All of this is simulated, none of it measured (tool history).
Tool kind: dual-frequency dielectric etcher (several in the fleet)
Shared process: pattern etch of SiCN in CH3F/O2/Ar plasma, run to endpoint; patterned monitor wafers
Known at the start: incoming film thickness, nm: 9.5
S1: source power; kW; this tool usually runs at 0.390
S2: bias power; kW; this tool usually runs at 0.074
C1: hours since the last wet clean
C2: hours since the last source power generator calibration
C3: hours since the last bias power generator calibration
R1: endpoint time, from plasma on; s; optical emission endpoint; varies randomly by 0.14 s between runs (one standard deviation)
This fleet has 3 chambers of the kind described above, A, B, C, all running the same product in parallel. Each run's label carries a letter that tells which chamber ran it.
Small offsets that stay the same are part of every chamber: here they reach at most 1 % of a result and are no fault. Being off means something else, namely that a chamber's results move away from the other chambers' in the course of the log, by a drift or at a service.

Run 1B, hour 10.4: usual settings; C1 453.6; C2 3840.4; C3 1177.8. Result: R1 25.657 s.
Run 2C, hour 18.3: usual settings; C1 294.0; C2 435.5; C3 3731.2. Result: R1 25.860 s.
Run 3A, hour 24.7: usual settings; C1 130.6; C2 2898.6; C3 487.2. Result: R1 25.358 s.
Run 4B, hour 29.6: usual settings; C1 472.8; C2 3859.6; C3 1197.0. Result: R1 25.458 s.
Run 5C, hour 35.5: usual settings but S1 0.480 kW; C1 311.2; C2 452.7; C3 3748.4. Result: R1 23.832 s.
Run 6A, hour 41.0: usual settings but S1 0.480 kW; C1 146.9; C2 2914.9; C3 503.5. Result: R1 23.174 s.
Run 7C, hour 45.9: usual settings but S1 0.480 kW; C1 321.6; C2 463.1; C3 3758.8. Result: R1 23.450 s.
Run 8A, hour 51.9: usual settings; C1 157.8; C2 2925.8; C3 514.4. Result: R1 24.993 s.
Run 9B, hour 59.8: usual settings; C1 503.0; C2 3889.8; C3 1227.2. Result: R1 25.510 s.
Run 10A, hour 65.5: usual settings; C1 171.4; C2 2939.4; C3 528.0. Result: R1 25.136 s.
Run 11B, hour 70.9: usual settings; C1 514.1; C2 3900.9; C3 1238.3. Result: R1 25.731 s.
Run 12C, hour 80.1: usual settings; C1 355.8; C2 497.3; C3 3793.0. Result: R1 25.435 s.
Run 13C, hour 87.9: usual settings; C1 363.6; C2 505.1; C3 3800.8. Result: R1 25.737 s.
Run 14A, hour 92.4: usual settings; C1 198.3; C2 2966.3; C3 554.9. Result: R1 24.472 s.
Run 15B, hour 97.5: usual settings; C1 540.7; C2 3927.5; C3 1264.9. Result: R1 25.484 s.
Run 16A, hour 107.9: usual settings; C1 213.8; C2 2981.8; C3 570.4. Result: R1 24.874 s.
Run 17C, hour 117.0: usual settings; C1 392.7; C2 534.2; C3 3829.9. Result: R1 25.700 s.
Run 18B, hour 127.0: usual settings; C1 570.2; C2 3957.0; C3 1294.4. Result: R1 25.522 s.
Run 19B, hour 132.2: usual settings; C1 575.4; C2 3962.2; C3 1299.6. Result: R1 25.570 s.
Run 20A, hour 141.5: usual settings; C1 247.4; C2 3015.4; C3 604.0. Result: R1 24.364 s.
Run 21C, hour 146.2: usual settings; C1 421.9; C2 563.4; C3 3859.1. Result: R1 25.683 s.
Run 22B, hour 152.8: usual settings; C1 596.0; C2 3982.8; C3 1320.2. Result: R1 25.626 s.
At hour 153.7: chamber C: wet clean of the chamber.
Run 23A, hour 158.2: usual settings but S2 0.081 kW; C1 264.1; C2 3032.1; C3 620.7. Result: R1 23.420 s.
Run 24C, hour 163.3: usual settings but S2 0.081 kW; C1 9.6; C2 580.5; C3 3876.2. Result: R1 24.728 s.

Predict what each chamber gives when all 3 of them run the settings below next.
Run 25A, hour 170.8: usual settings. Result: R1 ?.
Run 25B, hour 170.8: usual settings. Result: R1 ?.
Run 25C, hour 170.8: usual settings. Result: R1 ?.

run      R1
25A  24.148
25B  25.666
25C  25.584
